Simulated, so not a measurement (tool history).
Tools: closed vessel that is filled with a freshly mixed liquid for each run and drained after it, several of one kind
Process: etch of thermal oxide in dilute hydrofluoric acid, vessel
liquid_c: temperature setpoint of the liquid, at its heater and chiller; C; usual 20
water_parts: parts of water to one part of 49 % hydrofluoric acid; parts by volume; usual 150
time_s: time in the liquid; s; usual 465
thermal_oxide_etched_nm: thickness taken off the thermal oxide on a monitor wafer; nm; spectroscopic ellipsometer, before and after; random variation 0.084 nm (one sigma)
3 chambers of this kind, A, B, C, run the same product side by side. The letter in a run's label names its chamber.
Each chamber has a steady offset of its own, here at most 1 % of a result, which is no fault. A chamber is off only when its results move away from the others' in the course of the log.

| run | hour | liquid_c | water_parts | time_s | hours since the thermometer was replaced | hours since the hydrofluoric acid flow meter was replaced | read-back film thickness of the thermal oxide reference wafer, read on the same gauge (nm) | thermal_oxide_etched_nm |
|---|---|---|---|---|---|---|---|---|
| 1B | 4.8 | 20 | 150 | 465 | 247.2 | 10.4 | 79.980 | 12.0160 |
| 2C | 8.3 | 20 | 150 | 465 | 1530.0 | 1106.9 | 79.992 | 11.7380 |
| 3A | 12.2 | 20 | 150 | 465 | 1046.0 | 389.0 | 80.000 | 11.8090 |
| 4C | 17.4 | 20 | 150 | 465 | 1539.1 | 1116.0 | 80.017 | 11.7370 |
| 5A | 21.7 | 20 | 150 | 465 | 1055.5 | 398.5 | 80.012 | 11.7610 |
| 6B | 25.6 | 20 | 150 | 465 | 268.0 | 31.2 | 80.001 | 11.9610 |
| 7C | 28.1 | 20 | 150 | 465 | 1549.8 | 1126.7 | 79.953 | 11.7050 |
| 8A | 33.0 | 20 | 150 | 465 | 1066.8 | 409.8 | 80.019 | 11.8580 |
| 9B | 36.9 | 20 | 150 | 465 | 279.3 | 42.5 | 80.010 | 11.9090 |
| 10B | 42.3 | 20 | 150 | 465 | 284.7 | 47.9 | 80.021 | 11.9830 |
| 11C | 46.6 | 20 | 150 | 465 | 1568.3 | 1145.2 | 80.016 | 11.8220 |
| 12A | 50.8 | 20 | 150 | 465 | 1084.6 | 427.6 | 80.017 | 11.7130 |
| 13B | 55.4 | 20 | 150 | 465 | 297.8 | 61.0 | 80.018 | 12.0600 |
| 14C | 60.5 | 20 | 175 | 300 | 1582.2 | 1159.1 | 79.980 | 6.3724 |
| 15A | 63.3 | 20 | 175 | 300 | 1097.1 | 440.1 | 79.996 | 6.3631 |
| 16A | 65.7 | 20 | 175 | 300 | 1099.5 | 442.5 | 79.998 | 6.3938 |
| 17B | 69.1 | 20 | 150 | 465 | 311.5 | 74.7 | 79.983 | 11.9560 |
| 18C | 71.6 | 20 | 150 | 465 | 1593.3 | 1170.2 | 79.975 | 11.7640 |
| 19A | 75.3 | 20 | 150 | 465 | 1109.1 | 452.1 | 79.977 | 11.8300 |
| 20B | 79.8 | 20 | 150 | 465 | 322.2 | 85.4 | 80.004 | 11.7780 |
| 21C | 82.2 | 20 | 150 | 465 | 1603.9 | 1180.8 | 79.985 | 11.9030 |

Is one chamber off against the others, does the gauge drift, or is nothing wrong? If a chamber is off, say which, and what the likeliest cause is.

No chamber stands off beyond its own small offset, and the gauge holds steady.
